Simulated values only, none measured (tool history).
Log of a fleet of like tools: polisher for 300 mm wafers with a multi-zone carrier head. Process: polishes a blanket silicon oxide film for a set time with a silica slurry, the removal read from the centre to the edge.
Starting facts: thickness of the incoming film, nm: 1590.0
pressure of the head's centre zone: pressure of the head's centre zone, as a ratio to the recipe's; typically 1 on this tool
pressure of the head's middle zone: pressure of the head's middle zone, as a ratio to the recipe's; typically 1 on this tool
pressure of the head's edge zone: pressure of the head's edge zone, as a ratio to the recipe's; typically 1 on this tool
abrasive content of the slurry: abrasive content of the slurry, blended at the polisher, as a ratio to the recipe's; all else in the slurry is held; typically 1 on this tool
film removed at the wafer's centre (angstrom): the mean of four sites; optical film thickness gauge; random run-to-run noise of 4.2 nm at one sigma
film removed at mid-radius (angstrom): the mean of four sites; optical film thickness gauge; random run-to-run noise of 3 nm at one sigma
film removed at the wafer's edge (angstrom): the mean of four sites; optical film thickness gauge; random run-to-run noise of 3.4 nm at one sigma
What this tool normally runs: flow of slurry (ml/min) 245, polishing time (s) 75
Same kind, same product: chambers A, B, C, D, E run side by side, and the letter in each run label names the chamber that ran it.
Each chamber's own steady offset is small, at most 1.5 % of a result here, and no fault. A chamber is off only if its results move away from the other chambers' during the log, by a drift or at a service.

run   hour  flow of slurry (ml/min)  pressure of the head's centre zone  pressure of the head's middle zone  pressure of the head's edge zone  abrasive content of the slurry  polishing time (s)  wafers polished on this pad  hours since the slurry nozzle was cleaned  hours since the centre zone pressure was calibrated  hours since the edge zone pressure was calibrated  film removed at the wafer's centre (angstrom)  film removed at mid-radius (angstrom)  film removed at the wafer's edge (angstrom)
 1A   11.3                      245                                   1                                   1                                 1                               1                  75                          325                                       88.2                                                535.8                                              971.3                                           3614                                 3631.9                                       3571.3
 2D   18.2                      245                                   1                                   1                                 1                               1                  75                          268                                      129.4                                                 30.7                                              113.1                                         3593.4                                 3661.4                                       3570.5
 3C   28.5                      245                                   1                                   1                                 1                               1                  75                          268                                      285.7                                                259.1                                               61.6                                         3585.8                                 3619.4                                       3633.8
      37.9  -- chamber B: worn pad replaced by a new one
 4B     40                      245                                   1                                   1                                 1                               1                  75                           17                                      115.5                                                179.9                                              260.6                                         3581.8                                 3665.5                                       3681.2
 5E   47.7                      245                                   1                                   1                                 1                               1                  75                          719                                      199.3                                                  152                                              310.2                                         3600.9                                 3595.3                                       3564.8
        48  -- chamber A: worn pad replaced by a new one
 6D   54.2                      245                                   1                                   1                                 1                               1                  75                          553                                      165.4                                                 66.7                                              149.1                                         3564.5                                 3666.2                                       3656.2
 7E   66.6                      245                                   1                                   1                                 1                               1                  75                          869                                      218.2                                                170.9                                              329.1                                         3600.7                                 3623.3                                       3509.1
      73.9  -- chamber C: worn pad replaced by a new one
 8A   75.2                      245                                   1                                   1                                 1                               1                  75                          215                                      152.1                                                599.7                                             1035.2                                         3611.7                                 3656.4                                       3599.7
 9C   85.1                      245                                   1                                   1                                 1                               1                  75                           88                                      342.3                                                315.7                                              118.2                                           3720                                 3556.6                                       3613.3
      93.3  -- chamber D: worn pad replaced by a new one
10B   93.6                      245                                   1                                   1                                 1                               1                  75                          441                                      169.1                                                233.5                                              314.2                                         3575.9                                 3600.5                                       3654.8
      97.4  -- chamber E: edge zone pressure recalibrated
11E  101.2                      245                                   1                                   1                                 1                               1                  75                         1143                                      252.8                                                205.5                                                3.9                                         3537.6                                 3558.8                                       3592.1
12C  111.6                      200                                0.96                                   1                                 1                               1                  75                          298                                      368.8                                                342.2                                              144.7                                         3378.3                                 3503.6                                       3569.5
13B  122.3                      200                                0.96                                   1                                 1                               1                  75                          668                                      197.8                                                262.2                                              342.9                                         3328.4                                 3525.8                                       3650.7
14D  130.8                      200                                0.96                                   1                                 1                               1                  75                          297                                        242                                                143.3                                              225.7                                         3312.4                                 3563.8                                       3478.5
     133.4  -- chamber A: edge zone pressure recalibrated
     140.8  -- chamber A: worn pad replaced by a new one
     143.5  -- chamber C: worn pad replaced by a new one
15A  143.6                      200                                0.96                                   1                                 1                               1                  75                           22                                      220.5                                                668.1                                               10.3                                         3433.5                                 3632.1                                       3559.7
16A  149.5                      200                                0.96                                   1                                 1                               1                  75                           69                                      226.4                                                  674                                               16.2                                           3351                                 3568.3                                       3535.6
     155.9  -- chamber C: centre zone pressure recalibrated
17E  161.2                      245                                   1                                   1                                 1                               1                  61                         1618                                      312.8                                                265.5                                               63.9                                         2866.2                                 2828.7                                         2835
     165.8  -- chamber B: worn pad replaced by a new one
18B  167.2                      245                                   1                                   1                                 1                               1                  61                           11                                      242.7                                                307.1                                              387.8                                         2927.4                                 2943.7                                       2988.3
19C  176.4                      245                                   1                                   1                                 1                               1                  61                          260                                      433.6                                                 20.5                                              209.5                                         2933.3                                 2943.8                                         2961
20D  188.2                      245                                   1                                   1                                 1                               1                  61                          751                                      299.4                                                200.7                                              283.1                                           2939                                   2976                                       2914.1
     198.4  -- chamber D: worn pad replaced by a new one
21D  199.6                      245                                   1                                   1                                 1                               1                  61                            9                                      310.8                                                212.1                                              294.5                                         2955.9                                   2945                                       2915.6
22E    212                      245                                   1                                   1                                 1                               1                  75                         2020                                      363.6                                                316.3                                              114.7                                         3382.5                                 3428.1                                       3403.7
     219.5  -- chamber A: worn pad replaced by a new one
23C  224.8                      245                                   1                                   1                                 1                               1                  75                          643                                        482                                                 68.9                                              257.9                                         3650.4                                 3558.1                                         3658
     229.2  -- chamber C: worn pad replaced by a new one
24B  230.5                      245                                   1                                   1                                 1                               1                  75                          512                                        306                                                370.4                                              451.1                                         3615.6                                 3627.9                                         3665
25A    242                      245                                   1                                   1                                 1                               1                  75                          178                                      318.9                                                766.5                                              108.7                                         3698.2                                 3679.6                                         3665
     246.6  -- chamber B: edge zone pressure recalibrated
26D  251.8                      245                                   1                                   1                                 1                               1                  64                          422                                        363                                                264.3                                              346.7                                         3074.5                                 3090.3                                       3050.1
27A    258                      245                                   1                                   1                                 1                               1                  64                          305                                      334.9                                                782.5                                              124.7                                           3117                                 3084.1                                         3077
       259  -- chamber B: slurry nozzle cleaned
28B  267.8                      245                                   1                                   1                                 1                               1                  64                          807                                        8.9                                                407.7                                               21.2                                         3073.7                                 3076.6                                       3128.8
29C  277.8                      245                                   1                                   1                                 1                               1                  64                          384                                        535                                                121.9                                              310.9                                         3108.8                                 3056.7                                       3046.1
     282.5  -- chamber A: slurry nozzle cleaned
     286.6  -- chamber D: worn pad replaced by a new one
30E  287.8                      245                                   1                                   1                                 1                               1                  64                         2620                                      439.4                                                392.1                                              190.5                                         2816.1                                 2896.6                                       2819.6
31B  294.9                      245                                   1                                   1                                 1                               1                  75                         1022                                         36                                                434.8                                               48.3                                         3661.5                                 3632.3                                       3665.1
32C    303                      245                                   1                                   1                                 1                               1                  75                          584                                      560.2                                                147.1                                              336.1                                         3663.8                                 3624.3                                       3620.2
     310.1  -- chamber B: worn pad replaced by a new one
     311.6  -- chamber C: worn pad replaced by a new one
33A  314.1                      245                                   1                                   1                                 1                               1                  75                          749                                       31.6                                                838.6                                              180.8                                         3578.9                                 3641.9                                       3578.8
     318.2  -- chamber A: worn pad replaced by a new one
34D  323.7                      245                                 1.1                                   1                               1.1                               1                  75                          293                                      434.9                                                336.2                                              418.6                                         3990.8                                 3668.2                                       3810.2
35E  331.2                      245                                 1.1                                   1                               1.1                               1                  75                         2963                                      482.8                                                435.5                                              233.9                                         3604.8                                   3309                                       3443.5
36D  341.1                      245                                 1.1                                   1                               1.1                               1                  75                          431                                      452.3                                                353.6                                                436                                         3935.8                                   3645                                       3883.4
37A  349.4                      245                                 1.1                                   1                               1.1                               1                  75                          247                                       66.9                                                873.9                                              216.1                                         4063.1                                 3620.9                                       3831.2
38C  355.4                      245                                 1.1                                   1                               1.1                               1                  75                          347                                      612.6                                                199.5                                              388.5                                         4019.3                                 3635.5                                       3832.4
39E  368.1                      245                                   1                                   1                                 1                               1                  75                         3255                                      519.7                                                472.4                                              270.8                                         3234.1                                   3248                                       3254.4
40B  375.3                      245                                   1                                   1                                 1                               1                  75                          516                                      116.4                                                515.2                                              128.7                                         3581.6                                 3611.3                                       3633.5

Next, all 5 chambers run the settings below, one line each with question marks for the results. What does each chamber give?
41A  384.7                      245                                   1                                   1                              0.92                               1                  75                                                                                                                                                                                                                              ?                                      ?                                            ?
41B  384.7                      245                                   1                                   1                              0.92                               1                  75                                                                                                                                                                                                                              ?                                      ?                                            ?
41C  384.7                      245                                   1                                   1                              0.92                               1                  75                                                                                                                                                                                                                              ?                                      ?                                            ?
41D  384.7                      245                                   1                                   1                              0.92                               1                  75                                                                                                                                                                                                                              ?                                      ?                                            ?
41E  384.7                      245                                   1                                   1                              0.92                               1                  75                                                                                                                                                                                                                              ?                                      ?                                            ?

run  film removed at the wafer's centre (angstrom)  film removed at mid-radius (angstrom)  film removed at the wafer's edge (angstrom)
41A                                         3602.3                                   3644                                       3468.5
41B                                         3586.2                                 3634.9                                       3488.8
41C                                         3635.1                                 3600.4                                       3454.7
41D                                         3608.3                                 3618.8                                       3480.5
41E                                         3215.6                                 3285.1                                       3112.9
